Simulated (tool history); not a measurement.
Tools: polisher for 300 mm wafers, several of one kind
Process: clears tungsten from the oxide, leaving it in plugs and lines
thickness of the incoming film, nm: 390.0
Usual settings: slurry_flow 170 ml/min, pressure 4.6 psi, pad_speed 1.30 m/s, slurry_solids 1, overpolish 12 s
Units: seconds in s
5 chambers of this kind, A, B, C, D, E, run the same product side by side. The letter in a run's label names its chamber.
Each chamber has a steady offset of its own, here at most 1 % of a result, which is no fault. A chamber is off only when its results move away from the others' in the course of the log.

-- hour=2.3 chamber D: slurry tank refilled with fresh slurry and peroxide
-- hour=2.7 chamber B: slurry nozzle cleaned
run 1C hour=7.5 | slurry_flow=170 pressure=4.6 pad_speed=1.30 slurry_solids=1 overpolish=12 | seconds=49.838
-- hour=8.2 chamber B: worn pad replaced by a new one
run 2E hour=19.7 | slurry_flow=170 pressure=4.6 pad_speed=1.30 slurry_solids=1 overpolish=12 | seconds=47.146
-- hour=23.9 chamber C: slurry tank refilled with fresh slurry and peroxide
run 3A hour=32.4 | slurry_flow=170 pressure=4.6 pad_speed=1.30 slurry_solids=1 overpolish=12 | seconds=46.952
-- hour=34.9 chamber D: worn pad replaced by a new one
run 4B hour=41.7 | slurry_flow=170 pressure=4.6 pad_speed=1.30 slurry_solids=1 overpolish=12 | seconds=46.570
-- hour=52.1 chamber C: worn pad replaced by a new one
-- hour=53.4 chamber D: head pressure recalibrated
run 5D hour=53.5 | slurry_flow=170 pressure=4.6 pad_speed=0.94 slurry_solids=1 overpolish=12 | seconds=66.207
-- hour=60.1 chamber E: worn pad replaced by a new one
-- hour=60.7 chamber B: slurry blender recalibrated
run 6B hour=65.9 | slurry_flow=170 pressure=4.6 pad_speed=0.94 slurry_solids=1 overpolish=12 | seconds=65.001
-- hour=67.5 chamber A: slurry tank refilled with fresh slurry and peroxide
run 7A hour=75.8 | slurry_flow=170 pressure=4.6 pad_speed=0.94 slurry_solids=1 overpolish=12 | seconds=66.192
run 8C hour=85.2 | slurry_flow=170 pressure=4.6 pad_speed=0.94 slurry_solids=1 overpolish=12 | seconds=64.963
-- hour=85.5 chamber D: slurry tank refilled with fresh slurry and peroxide
-- hour=88.5 chamber C: slurry tank refilled with fresh slurry and peroxide
-- hour=90.8 chamber C: slurry blender recalibrated
run 9D hour=94.9 | slurry_flow=170 pressure=4.6 pad_speed=0.94 slurry_solids=1 overpolish=12 | seconds=67.801
-- hour=100.9 chamber B: worn pad replaced by a new one
-- hour=101.7 chamber A: worn pad replaced by a new one
run 10E hour=106.2 | slurry_flow=170 pressure=4.6 pad_speed=1.30 slurry_solids=1 overpolish=12 | seconds=48.732
run 11B hour=115.7 | slurry_flow=170 pressure=4.6 pad_speed=1.60 slurry_solids=1 overpolish=12 | seconds=39.366
-- hour=117.7 chamber C: slurry nozzle cleaned
-- hour=118.1 chamber E: slurry tank refilled with fresh slurry and peroxide
run 12C hour=128.1 | slurry_flow=170 pressure=4.6 pad_speed=1.60 slurry_solids=1 overpolish=12 | seconds=39.381
-- hour=131.8 chamber C: worn pad replaced by a new one
-- hour=132.5 chamber E: worn pad replaced by a new one
run 13A hour=139.2 | slurry_flow=170 pressure=4.6 pad_speed=1.60 slurry_solids=1 overpolish=12 | seconds=39.668
-- hour=146.5 chamber A: slurry blender recalibrated
run 14D hour=147.7 | slurry_flow=170 pressure=4.6 pad_speed=1.60 slurry_solids=1 overpolish=12 | seconds=38.239
-- hour=151.2 chamber E: head pressure recalibrated
run 15E hour=154.4 | slurry_flow=170 pressure=4.6 pad_speed=1.60 slurry_solids=1 overpolish=12 | seconds=39.265
-- hour=159.4 chamber C: slurry tank refilled with fresh slurry and peroxide
run 16B hour=162.4 | slurry_flow=170 pressure=4.6 pad_speed=1.30 slurry_solids=1 overpolish=9 | seconds=48.566
run 17C hour=174.9 | slurry_flow=170 pressure=4.6 pad_speed=1.30 slurry_solids=1 overpolish=9 | seconds=49.139
-- hour=179.3 chamber D: slurry tank refilled with fresh slurry and peroxide
-- hour=185.4 chamber B: worn pad replaced by a new one
run 18D hour=188.0 | slurry_flow=170 pressure=4.6 pad_speed=1.30 slurry_solids=1 overpolish=9 | seconds=47.530
-- hour=197.6 chamber E: worn pad replaced by a new one
-- hour=198.8 chamber C: worn pad replaced by a new one
-- hour=200.4 chamber D: worn pad replaced by a new one
-- hour=201.6 chamber A: worn pad replaced by a new one
run 19A hour=202.6 | slurry_flow=170 pressure=4.6 pad_speed=1.30 slurry_solids=1 overpolish=9 | seconds=47.376
run 20E hour=216.8 | slurry_flow=170 pressure=4.6 pad_speed=1.30 slurry_solids=1 overpolish=9 | seconds=48.275
-- hour=225.9 chamber C: slurry tank refilled with fresh slurry and peroxide
-- hour=225.9 chamber A: slurry tank refilled with fresh slurry and peroxide
run 21E hour=228.8 | slurry_flow=170 pressure=4.6 pad_speed=1.30 slurry_solids=1 overpolish=12 | seconds=47.913
-- hour=232.0 chamber D: slurry blender recalibrated
run 22C hour=237.9 | slurry_flow=170 pressure=4.6 pad_speed=1.30 slurry_solids=1 overpolish=12 | seconds=48.084
run 23D hour=250.2 | slurry_flow=170 pressure=4.6 pad_speed=1.30 slurry_solids=1 overpolish=12 | seconds=47.540
-- hour=253.9 chamber E: slurry tank refilled with fresh slurry and peroxide
run 24B hour=257.2 | slurry_flow=170 pressure=4.6 pad_speed=1.30 slurry_solids=1 overpolish=12 | seconds=52.255
-- hour=267.0 chamber E: worn pad replaced by a new one
run 25A hour=270.0 | slurry_flow=170 pressure=4.6 pad_speed=1.30 slurry_solids=1 overpolish=12 | seconds=48.663
-- hour=270.1 chamber B: slurry blender recalibrated
-- hour=271.3 chamber C: worn pad replaced by a new one
-- hour=273.5 chamber B: worn pad replaced by a new one
run 26C hour=278.5 | slurry_flow=170 pressure=4.6 pad_speed=1.30 slurry_solids=1 overpolish=12 | seconds=48.299
-- hour=280.4 chamber E: slurry nozzle cleaned
-- hour=281.4 chamber D: slurry tank refilled with fresh slurry and peroxide
run 27E hour=286.5 | slurry_flow=170 pressure=4.6 pad_speed=1.30 slurry_solids=1 overpolish=12 | seconds=47.637
-- hour=287.5 chamber D: slurry nozzle cleaned
-- hour=297.0 chamber A: worn pad replaced by a new one
run 28B hour=300.4 | slurry_flow=170 pressure=4.6 pad_speed=1.30 slurry_solids=1 overpolish=12 | seconds=52.710
-- hour=302.3 chamber C: slurry tank refilled with fresh slurry and peroxide
run 29A hour=307.7 | slurry_flow=170 pressure=4.6 pad_speed=1.30 slurry_solids=1 overpolish=12 | seconds=49.062
run 30D hour=319.6 | slurry_flow=170 pressure=5.7 pad_speed=1.62 slurry_solids=1 overpolish=12 | seconds=31.782
run 31E hour=330.9 | slurry_flow=170 pressure=5.7 pad_speed=1.62 slurry_solids=1 overpolish=12 | seconds=31.122
run 32B hour=337.7 | slurry_flow=170 pressure=5.7 pad_speed=1.62 slurry_solids=1 overpolish=12 | seconds=35.906
-- hour=348.1 chamber C: worn pad replaced by a new one
run 33D hour=350.1 | slurry_flow=170 pressure=5.7 pad_speed=1.62 slurry_solids=1 overpolish=12 | seconds=30.848
run 34C hour=357.0 | slurry_flow=170 pressure=5.7 pad_speed=1.62 slurry_solids=1 overpolish=12 | seconds=30.643

All 5 chambers run these settings next. Forecast each chamber's results:
run 35A hour=367.6 | slurry_flow=170 pressure=4.6 pad_speed=1.30 slurry_solids=1 overpolish=12 | seconds=?
run 35B hour=367.6 | slurry_flow=170 pressure=4.6 pad_speed=1.30 slurry_solids=1 overpolish=12 | seconds=?
run 35C hour=367.6 | slurry_flow=170 pressure=4.6 pad_speed=1.30 slurry_solids=1 overpolish=12 | seconds=?
run 35D hour=367.6 | slurry_flow=170 pressure=4.6 pad_speed=1.30 slurry_solids=1 overpolish=12 | seconds=?
run 35E hour=367.6 | slurry_flow=170 pressure=4.6 pad_speed=1.30 slurry_solids=1 overpolish=12 | seconds=?

run=35A seconds=48.426
run=35B seconds=59.342
run=35C seconds=47.480
run=35D seconds=47.869
run=35E seconds=49.411
